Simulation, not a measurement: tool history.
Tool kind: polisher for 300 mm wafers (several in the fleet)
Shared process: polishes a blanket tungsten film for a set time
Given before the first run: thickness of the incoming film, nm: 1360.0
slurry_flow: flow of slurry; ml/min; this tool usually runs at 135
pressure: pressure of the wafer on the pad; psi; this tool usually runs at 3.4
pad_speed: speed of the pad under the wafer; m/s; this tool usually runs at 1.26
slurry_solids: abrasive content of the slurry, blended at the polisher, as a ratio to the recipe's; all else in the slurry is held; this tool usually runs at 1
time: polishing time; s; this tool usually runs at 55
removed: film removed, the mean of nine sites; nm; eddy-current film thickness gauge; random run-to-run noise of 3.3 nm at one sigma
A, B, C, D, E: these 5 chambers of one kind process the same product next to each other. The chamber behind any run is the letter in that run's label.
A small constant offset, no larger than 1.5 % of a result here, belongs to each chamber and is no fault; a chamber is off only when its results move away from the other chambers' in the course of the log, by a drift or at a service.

run,hour,slurry_flow,pressure,pad_speed,slurry_solids,time,wafers polished on this pad,hours since the slurry nozzle was cleaned,hours since the head pressure was calibrated,hours since the slurry blender was calibrated,hours since the slurry got fresh peroxide,removed
1B,5.8,135,3.4,1.26,1,55,364,511.6,324,122.9,32.8,292.76
# hour 6.3: chamber B: head pressure recalibrated
2D,13.3,135,3.4,1.26,1,55,163,226.6,127.6,166.5,68.1,294.84
# hour 16.2: chamber E: slurry tank refilled with fresh slurry and peroxide
3A,21.8,135,3.4,1.26,1,55,457,121.9,179.7,97.7,23.5,288.92
# hour 26.6: chamber C: slurry tank refilled with fresh slurry and peroxide
4E,31.4,135,3.4,1.26,1,55,609,202.8,773.5,272.6,15.3,286.84
# hour 31.7: chamber C: slurry nozzle cleaned
# hour 37.9: chamber E: worn pad replaced by a new one
5C,44,135,3.4,1.26,1,55,1229,12.3,177.4,408.1,17.5,297.49
6D,50.9,135,3.4,1.26,1,55,543,264.2,165.2,204.1,105.7,293.43
# hour 53.2: chamber B: worn pad replaced by a new one
# hour 58.5: chamber A: worn pad replaced by a new one
7B,60.2,135,3.4,1.26,1,55,71,566,53.9,177.3,87.2,282.26
# hour 66.9: chamber B: slurry tank refilled with fresh slurry and peroxide
8C,70.6,135,3.4,1.26,1,55,1498,38.9,204,434.7,44.1,294.21
# hour 74.6: chamber C: worn pad replaced by a new one
# hour 76.5: chamber A: slurry tank refilled with fresh slurry and peroxide
9E,81.8,135,3.4,1.26,1,55,443,253.2,823.9,323,65.7,285.93
10A,88,135,3.4,1.26,1,55,298,188.1,245.9,163.9,11.6,291.42
# hour 96: chamber D: slurry blender recalibrated
# hour 98: chamber C: slurry blender recalibrated
11E,100.6,135,3.4,1.26,1,55,632,272,842.7,341.8,84.5,284.29
# hour 102.2: chamber E: worn pad replaced by a new one
# hour 109: chamber E: slurry nozzle cleaned
12D,111,135,3.4,1.26,1,55,1149,324.3,225.3,15.1,165.8,284.36
# hour 111.7: chamber B: slurry blender recalibrated
13C,120.4,135,3.4,1.26,1,55,462,88.7,253.8,22.5,93.9,286.36
14B,130.3,135,3.4,1.26,1,55,778,636.1,124,18.7,63.4,289.89
# hour 134.4: chamber B: worn pad replaced by a new one
# hour 140.3: chamber A: slurry tank refilled with fresh slurry and peroxide
# hour 140.5: chamber D: worn pad replaced by a new one
# hour 140.8: chamber E: head pressure recalibrated
15A,142.8,135,3.4,1.26,1,55,851,242.9,300.7,218.7,2.5,284.92
# hour 143.1: chamber A: worn pad replaced by a new one
# hour 152.3: chamber B: slurry tank refilled with fresh slurry and peroxide
# hour 152.3: chamber C: slurry tank refilled with fresh slurry and peroxide
16D,155.8,135,3.4,1.26,1,55,155,369.1,270.1,59.9,210.6,286.98
17A,163,135,3.4,1.26,1,55,201,263.1,320.9,238.9,22.7,288.26
18E,170.1,135,2.6,1.26,1,69,686,61.2,29.3,411.3,154,282.31
# hour 170.8: chamber E: worn pad replaced by a new one
19B,176.4,135,2.6,1.26,1,69,424,682.2,170.1,64.8,24.2,278.07
# hour 176.5: chamber E: slurry tank refilled with fresh slurry and peroxide
20C,182.1,135,2.6,1.26,1,69,1085,150.4,315.5,84.2,29.9,283.32
21A,190.1,135,2.6,1.26,1,69,474,290.2,348,266,49.8,283.25
22E,201.9,135,2.6,1.26,1,69,314,93,61.1,443.1,25.5,277.18
# hour 203: chamber B: worn pad replaced by a new one
# hour 205: chamber A: slurry tank refilled with fresh slurry and peroxide
# hour 210: chamber C: worn pad replaced by a new one
23D,211.4,135,3.4,1.26,1,55,716,424.7,325.7,115.5,266.2,283
24B,221.1,135,2.9,1.26,1,55,183,726.9,214.8,109.5,68.9,245.02
25C,228.2,135,2.9,1.26,1,55,183,196.5,361.6,130.3,76,246.75
# hour 229.1: chamber A: worn pad replaced by a new one
# hour 231.6: chamber A: slurry blender recalibrated
# hour 238.8: chamber B: slurry tank refilled with fresh slurry and peroxide
26D,238.9,135,2.9,1.26,1,55,993,452.2,353.2,143,293.7,240.19
27E,246.9,135,2.9,1.26,1,55,768,138,106.1,488.1,70.5,250.45
# hour 255.8: chamber E: worn pad replaced by a new one
# hour 258.1: chamber E: slurry blender recalibrated
28C,259.3,135,2.9,1.26,1,55,497,227.6,392.7,161.4,107.1,248.16
29B,268.9,135,3.4,1.26,1,55,665,774.7,262.6,157.3,30.2,289.47
# hour 273.7: chamber A: slurry tank refilled with fresh slurry and peroxide
30A,274.9,135,3.4,1.26,1,55,463,375,432.8,43.3,1.2,292.04
# hour 275.6: chamber B: worn pad replaced by a new one
31A,280.6,135,3.4,1.26,1,55,520,380.7,438.5,49,6.9,285.18
# hour 282.3: chamber C: slurry tank refilled with fresh slurry and peroxide
# hour 285.9: chamber D: worn pad replaced by a new one
32E,287.8,135,3.4,1.26,1,55,323,178.9,147,29.7,111.4,289.8
33B,298.1,135,3.4,1.26,1,55,227,803.9,291.8,186.5,59.4,290.85
34C,303.8,135,3.4,1.26,1,55,946,272.1,437.2,205.9,21.5,292.55
35D,311,135,3.4,1.26,1,55,254,524.3,425.3,215.1,365.8,270.33
# hour 312.6: chamber A: worn pad replaced by a new one
# hour 312.7: chamber B: slurry nozzle cleaned
# hour 319.3: chamber E: worn pad replaced by a new one
36B,323,135,3.4,1.26,1.25,40,478,10.3,316.7,211.4,84.3,221.36
# hour 330.5: chamber E: slurry tank refilled with fresh slurry and peroxide
37A,331.1,135,3.4,1.26,1.25,40,187,431.2,489,99.5,57.4,219.54
38C,338.5,135,3.4,1.26,1.25,40,1296,306.8,471.9,240.6,56.2,225.92
# hour 338.8: chamber E: slurry nozzle cleaned
# hour 348.5: chamber D: slurry blender recalibrated
39E,351.5,135,3.4,1.26,1.25,40,325,12.8,210.7,93.4,21,223.34
40D,362,135,3.4,1.26,1.25,40,768,575.3,476.3,13.6,416.8,206.01
# hour 369: chamber C: worn pad replaced by a new one
41C,372.8,135,2.6,1.02,1,55,38,341.1,506.2,274.9,90.5,181.04

Next, all 5 chambers run the settings below, one line each with question marks for the results. What does each chamber give?
42A,382.1,135,3.4,1.26,1,55,,,,,,?
42B,382.1,135,3.4,1.26,1,55,,,,,,?
42C,382.1,135,3.4,1.26,1,55,,,,,,?
42D,382.1,135,3.4,1.26,1,55,,,,,,?
42E,382.1,135,3.4,1.26,1,55,,,,,,?

run,removed
42A,295.02
42B,282.85
42C,287.54
42D,271.12
42E,287.31

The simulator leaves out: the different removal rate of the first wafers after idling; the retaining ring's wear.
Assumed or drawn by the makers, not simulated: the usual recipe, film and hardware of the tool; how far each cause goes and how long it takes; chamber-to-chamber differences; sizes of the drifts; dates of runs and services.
